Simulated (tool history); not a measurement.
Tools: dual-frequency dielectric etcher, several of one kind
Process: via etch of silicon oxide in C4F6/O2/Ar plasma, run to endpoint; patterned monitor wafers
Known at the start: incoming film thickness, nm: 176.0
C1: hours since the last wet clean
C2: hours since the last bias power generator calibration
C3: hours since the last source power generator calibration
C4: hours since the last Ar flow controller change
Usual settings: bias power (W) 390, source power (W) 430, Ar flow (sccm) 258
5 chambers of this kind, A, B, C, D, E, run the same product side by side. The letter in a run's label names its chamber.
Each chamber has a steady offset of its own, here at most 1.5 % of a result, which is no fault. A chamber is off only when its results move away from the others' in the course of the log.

Run 1E, hour 10.1: usual settings; C1 245.7; C2 2203.2; C3 3859.4; C4 1288.2. Result: endpoint time (s) 40.696.
At hour 13.7: chamber C: bias power generator calibrated.
Run 2A, hour 20.9: usual settings; C1 387.4; C2 1107.4; C3 1711.9; C4 2316.3. Result: endpoint time (s) 40.988.
Run 3C, hour 28.4: usual settings; C1 360.2; C2 14.7; C3 2473.4; C4 1920.2. Result: endpoint time (s) 40.292.
Run 4D, hour 33.6: usual settings; C1 274.6; C2 1655.5; C3 1732.1; C4 236.4. Result: endpoint time (s) 40.371.
Run 5B, hour 42.9: usual settings; C1 191.1; C2 1698; C3 1792.8; C4 131.6. Result: endpoint time (s) 40.214.
Run 6D, hour 54.4: usual settings; C1 295.4; C2 1676.3; C3 1752.9; C4 257.2. Result: endpoint time (s) 40.193.
Run 7A, hour 65.9: usual settings; C1 432.4; C2 1152.4; C3 1756.9; C4 2361.3. Result: endpoint time (s) 40.567.
Run 8B, hour 76.6: usual settings; C1 224.8; C2 1731.7; C3 1826.5; C4 165.3. Result: endpoint time (s) 40.373.
Run 9E, hour 81.7: usual settings; C1 317.3; C2 2274.8; C3 3931; C4 1359.8. Result: endpoint time (s) 40.164.
Run 10C, hour 88.8: usual settings; C1 420.6; C2 75.1; C3 2533.8; C4 1980.6. Result: endpoint time (s) 40.088.
Run 11D, hour 97.5: usual settings but bias power (W) 350; C1 338.5; C2 1719.4; C3 1796; C4 300.3. Result: endpoint time (s) 41.762.
Run 12E, hour 109.1: usual settings but bias power (W) 350; C1 344.7; C2 2302.2; C3 3958.4; C4 1387.2. Result: endpoint time (s) 42.121.
Run 13C, hour 118.9: usual settings but bias power (W) 350; C1 450.7; C2 105.2; C3 2563.9; C4 2010.7. Result: endpoint time (s) 41.725.
Run 14B, hour 126.7: usual settings but bias power (W) 350; C1 274.9; C2 1781.8; C3 1876.6; C4 215.4. Result: endpoint time (s) 41.811.
Run 15A, hour 137.7: usual settings but bias power (W) 350; C1 504.2; C2 1224.2; C3 1828.7; C4 2433.1. Result: endpoint time (s) 42.21.
Run 16E, hour 147.9: usual settings; C1 383.5; C2 2341; C3 3997.2; C4 1426. Result: endpoint time (s) 40.309.
Run 17A, hour 153.1: usual settings; C1 519.6; C2 1239.6; C3 1844.1; C4 2448.5. Result: endpoint time (s) 40.942.
Run 18B, hour 162.7: usual settings but source power (W) 390, Ar flow (sccm) 314; C1 310.9; C2 1817.8; C3 1912.6; C4 251.4. Result: endpoint time (s) 42.611.
At hour 163.2: chamber A: wet clean of the chamber.
Run 19C, hour 169.8: usual settings but source power (W) 390, Ar flow (sccm) 314; C1 501.6; C2 156.1; C3 2614.8; C4 2061.6. Result: endpoint time (s) 42.661.
Run 20D, hour 175.2: usual settings but source power (W) 390, Ar flow (sccm) 314; C1 416.2; C2 1797.1; C3 1873.7; C4 378. Result: endpoint time (s) 43.357.
Run 21D, hour 180.9: usual settings but source power (W) 390, Ar flow (sccm) 314; C1 421.9; C2 1802.8; C3 1879.4; C4 383.7. Result: endpoint time (s) 43.481.
Run 22B, hour 186.3: usual settings but source power (W) 390, Ar flow (sccm) 314; C1 334.5; C2 1841.4; C3 1936.2; C4 275. Result: endpoint time (s) 42.906.
Run 23A, hour 196: usual settings; C1 32.8; C2 1282.5; C3 1887; C4 2491.4. Result: endpoint time (s) 40.731.
Run 24E, hour 202.9: usual settings; C1 438.5; C2 2396; C3 4052.2; C4 1481. Result: endpoint time (s) 40.644.
At hour 207: chamber B: bias power generator calibrated.
Run 25C, hour 213.5: usual settings; C1 545.3; C2 199.8; C3 2658.5; C4 2105.3. Result: endpoint time (s) 40.257.
Run 26B, hour 224.7: usual settings; C1 372.9; C2 17.8; C3 1974.6; C4 313.4. Result: endpoint time (s) 40.273.
Run 27D, hour 235.6: usual settings; C1 476.6; C2 1857.5; C3 1934.1; C4 438.4. Result: endpoint time (s) 41.662.
Run 28C, hour 241.1: usual settings; C1 572.9; C2 227.4; C3 2686.1; C4 2132.9. Result: endpoint time (s) 40.349.
At hour 248.8: chamber A: Ar flow controller replaced.
Run 29A, hour 251.6: usual settings; C1 88.4; C2 1338.1; C3 1942.6; C4 2.8. Result: endpoint time (s) 40.721.
Run 30E, hour 261.9: usual settings; C1 497.5; C2 2455; C3 4111.2; C4 1540. Result: endpoint time (s) 40.024.
Run 31D, hour 271.6: usual settings; C1 512.6; C2 1893.5; C3 1970.1; C4 474.4. Result: endpoint time (s) 41.819.
Run 32C, hour 281.7: usual settings; C1 613.5; C2 268; C3 2726.7; C4 2173.5. Result: endpoint time (s) 40.156.
At hour 282.5: chamber E: wet clean of the chamber.
Run 33E, hour 290.6: usual settings; C1 8.2; C2 2483.7; C3 4139.9; C4 1568.7. Result: endpoint time (s) 40.546.
At hour 290.8: chamber C: wet clean of the chamber.
Run 34A, hour 299.8: usual settings; C1 136.6; C2 1386.3; C3 1990.8; C4 51. Result: endpoint time (s) 40.905.
Run 35B, hour 306.2: usual settings; C1 454.4; C2 99.3; C3 2056.1; C4 394.9. Result: endpoint time (s) 40.399.
Run 36B, hour 316.5: usual settings but bias power (W) 316; C1 464.7; C2 109.6; C3 2066.4; C4 405.2. Result: endpoint time (s) 43.53.
Run 37E, hour 327.3: usual settings but bias power (W) 316; C1 44.9; C2 2520.4; C3 4176.6; C4 1605.4. Result: endpoint time (s) 43.304.
Run 38A, hour 333.2: usual settings but bias power (W) 316; C1 170; C2 1419.7; C3 2024.2; C4 84.4. Result: endpoint time (s) 43.721.
Run 39D, hour 338.9: usual settings but bias power (W) 316; C1 579.9; C2 1960.8; C3 2037.4; C4 541.7. Result: endpoint time (s) 45.628.
Run 40C, hour 348.6: usual settings but bias power (W) 316; C1 57.9; C2 334.9; C3 2793.6; C4 2240.4. Result: endpoint time (s) 43.517.
Run 41A, hour 359.1: usual settings; C1 195.9; C2 1445.6; C3 2050.1; C4 110.3. Result: endpoint time (s) 40.564.

All 5 chambers run these settings next. Forecast each chamber's results:
Run 42A, hour 367.4: usual settings but Ar flow (sccm) 207. Result: endpoint time (s) ?.
Run 42B, hour 367.4: usual settings but Ar flow (sccm) 207. Result: endpoint time (s) ?.
Run 42C, hour 367.4: usual settings but Ar flow (sccm) 207. Result: endpoint time (s) ?.
Run 42D, hour 367.4: usual settings but Ar flow (sccm) 207. Result: endpoint time (s) ?.
Run 42E, hour 367.4: usual settings but Ar flow (sccm) 207. Result: endpoint time (s) ?.

run  endpoint time (s)
42A             39.528
42B             39.044
42C              39.47
42D             41.257
42E             39.505
